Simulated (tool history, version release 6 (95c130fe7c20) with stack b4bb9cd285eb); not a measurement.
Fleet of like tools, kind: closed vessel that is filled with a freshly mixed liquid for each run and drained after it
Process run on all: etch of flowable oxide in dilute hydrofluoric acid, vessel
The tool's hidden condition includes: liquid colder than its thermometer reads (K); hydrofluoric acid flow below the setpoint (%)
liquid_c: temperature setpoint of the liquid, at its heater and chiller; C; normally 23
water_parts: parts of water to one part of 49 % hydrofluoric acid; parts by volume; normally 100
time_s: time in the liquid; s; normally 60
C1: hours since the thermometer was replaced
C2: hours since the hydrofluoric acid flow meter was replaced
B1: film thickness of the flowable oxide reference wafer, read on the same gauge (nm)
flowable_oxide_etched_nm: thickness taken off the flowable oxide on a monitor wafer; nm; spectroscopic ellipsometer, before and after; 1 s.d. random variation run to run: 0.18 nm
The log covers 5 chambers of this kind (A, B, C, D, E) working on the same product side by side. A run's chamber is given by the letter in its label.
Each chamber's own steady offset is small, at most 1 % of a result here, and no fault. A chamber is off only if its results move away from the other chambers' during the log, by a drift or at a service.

run 1D hour=12.8 | liquid_c=23 water_parts=100 time_s=60 | C1=1547.5 C2=487.0 | B1=29.980 | flowable_oxide_etched_nm=22.027
run 2E hour=23.6 | liquid_c=23 water_parts=100 time_s=60 | C1=1916.3 C2=287.3 | B1=29.991 | flowable_oxide_etched_nm=21.933
run 3C hour=30.5 | liquid_c=23 water_parts=100 time_s=60 | C1=641.4 C2=252.7 | B1=30.003 | flowable_oxide_etched_nm=22.230
run 4B hour=43.4 | liquid_c=23 water_parts=100 time_s=60 | C1=224.5 C2=1993.9 | B1=29.992 | flowable_oxide_etched_nm=22.128
-- hour=48.0 chamber B: hydrofluoric acid flow meter replaced
-- hour=55.3 chamber E: thermometer replaced
run 5A hour=56.6 | liquid_c=23 water_parts=100 time_s=60 | C1=1483.9 C2=149.2 | B1=29.985 | flowable_oxide_etched_nm=21.905
run 6E hour=71.1 | liquid_c=23 water_parts=100 time_s=60 | C1=15.8 C2=334.8 | B1=30.026 | flowable_oxide_etched_nm=22.262
run 7C hour=78.9 | liquid_c=23 water_parts=100 time_s=60 | C1=689.8 C2=301.1 | B1=30.002 | flowable_oxide_etched_nm=22.090
run 8D hour=90.5 | liquid_c=23 water_parts=100 time_s=60 | C1=1625.2 C2=564.7 | B1=30.009 | flowable_oxide_etched_nm=22.412
run 9A hour=98.4 | liquid_c=23 water_parts=100 time_s=60 | C1=1525.7 C2=191.0 | B1=30.016 | flowable_oxide_etched_nm=21.758
run 10B hour=106.3 | liquid_c=23 water_parts=100 time_s=60 | C1=287.4 C2=58.3 | B1=29.974 | flowable_oxide_etched_nm=22.059
run 11D hour=115.7 | liquid_c=23 water_parts=100 time_s=60 | C1=1650.4 C2=589.9 | B1=29.984 | flowable_oxide_etched_nm=21.685
run 12A hour=123.3 | liquid_c=23 water_parts=100 time_s=60 | C1=1550.6 C2=215.9 | B1=29.999 | flowable_oxide_etched_nm=21.784
run 13E hour=131.0 | liquid_c=23 water_parts=100 time_s=60 | C1=75.7 C2=394.7 | B1=30.034 | flowable_oxide_etched_nm=22.070
run 14B hour=140.8 | liquid_c=23 water_parts=100 time_s=60 | C1=321.9 C2=92.8 | B1=30.024 | flowable_oxide_etched_nm=21.869
run 15C hour=154.5 | liquid_c=23 water_parts=100 time_s=75 | C1=765.4 C2=376.7 | B1=29.992 | flowable_oxide_etched_nm=27.348
run 16B hour=164.0 | liquid_c=23 water_parts=100 time_s=75 | C1=345.1 C2=116.0 | B1=29.970 | flowable_oxide_etched_nm=27.292
run 17E hour=175.4 | liquid_c=23 water_parts=100 time_s=75 | C1=120.1 C2=439.1 | B1=30.016 | flowable_oxide_etched_nm=27.308
run 18D hour=187.0 | liquid_c=23 water_parts=100 time_s=75 | C1=1721.7 C2=661.2 | B1=29.985 | flowable_oxide_etched_nm=26.762
run 19A hour=195.3 | liquid_c=23 water_parts=100 time_s=75 | C1=1622.6 C2=287.9 | B1=29.987 | flowable_oxide_etched_nm=27.587
-- hour=198.6 chamber E: hydrofluoric acid flow meter replaced
run 20C hour=207.8 | liquid_c=23 water_parts=100 time_s=60 | C1=818.7 C2=430.0 | B1=30.005 | flowable_oxide_etched_nm=22.228
run 21D hour=220.7 | liquid_c=23 water_parts=100 time_s=40 | C1=1755.4 C2=694.9 | B1=30.031 | flowable_oxide_etched_nm=14.093
run 22A hour=227.1 | liquid_c=23 water_parts=100 time_s=40 | C1=1654.4 C2=319.7 | B1=29.972 | flowable_oxide_etched_nm=14.613
run 23E hour=236.6 | liquid_c=23 water_parts=100 time_s=40 | C1=181.3 C2=38.1 | B1=30.010 | flowable_oxide_etched_nm=14.718
run 24C hour=250.9 | liquid_c=23 water_parts=100 time_s=40 | C1=861.8 C2=473.1 | B1=30.006 | flowable_oxide_etched_nm=14.708
run 25B hour=264.5 | liquid_c=23 water_parts=100 time_s=40 | C1=445.6 C2=216.5 | B1=29.980 | flowable_oxide_etched_nm=14.596
run 26D hour=273.6 | liquid_c=23 water_parts=100 time_s=60 | C1=1808.3 C2=747.8 | B1=30.043 | flowable_oxide_etched_nm=20.508
run 27E hour=283.5 | liquid_c=23 water_parts=100 time_s=60 | C1=228.2 C2=85.0 | B1=29.992 | flowable_oxide_etched_nm=22.103
run 28B hour=295.5 | liquid_c=23 water_parts=100 time_s=60 | C1=476.6 C2=247.5 | B1=29.971 | flowable_oxide_etched_nm=21.761
run 29C hour=309.4 | liquid_c=23 water_parts=100 time_s=60 | C1=920.3 C2=531.6 | B1=29.998 | flowable_oxide_etched_nm=22.127
run 30A hour=318.2 | liquid_c=23 water_parts=100 time_s=60 | C1=1745.5 C2=410.8 | B1=29.996 | flowable_oxide_etched_nm=21.918
run 31B hour=327.0 | liquid_c=23 water_parts=100 time_s=60 | C1=508.1 C2=279.0 | B1=30.039 | flowable_oxide_etched_nm=21.780

For the next run the whole fleet of 5 chambers uses the same settings. Give each chamber's results:
run 32A hour=337.5 | liquid_c=23 water_parts=100 time_s=60 | flowable_oxide_etched_nm=?
run 32B hour=337.5 | liquid_c=23 water_parts=100 time_s=60 | flowable_oxide_etched_nm=?
run 32C hour=337.5 | liquid_c=23 water_parts=100 time_s=60 | flowable_oxide_etched_nm=?
run 32D hour=337.5 | liquid_c=23 water_parts=100 time_s=60 | flowable_oxide_etched_nm=?
run 32E hour=337.5 | liquid_c=23 water_parts=100 time_s=60 | flowable_oxide_etched_nm=?

run=32A flowable_oxide_etched_nm=21.905
run=32B flowable_oxide_etched_nm=21.630
run=32C flowable_oxide_etched_nm=22.230
run=32D flowable_oxide_etched_nm=20.496
run=32E flowable_oxide_etched_nm=21.945

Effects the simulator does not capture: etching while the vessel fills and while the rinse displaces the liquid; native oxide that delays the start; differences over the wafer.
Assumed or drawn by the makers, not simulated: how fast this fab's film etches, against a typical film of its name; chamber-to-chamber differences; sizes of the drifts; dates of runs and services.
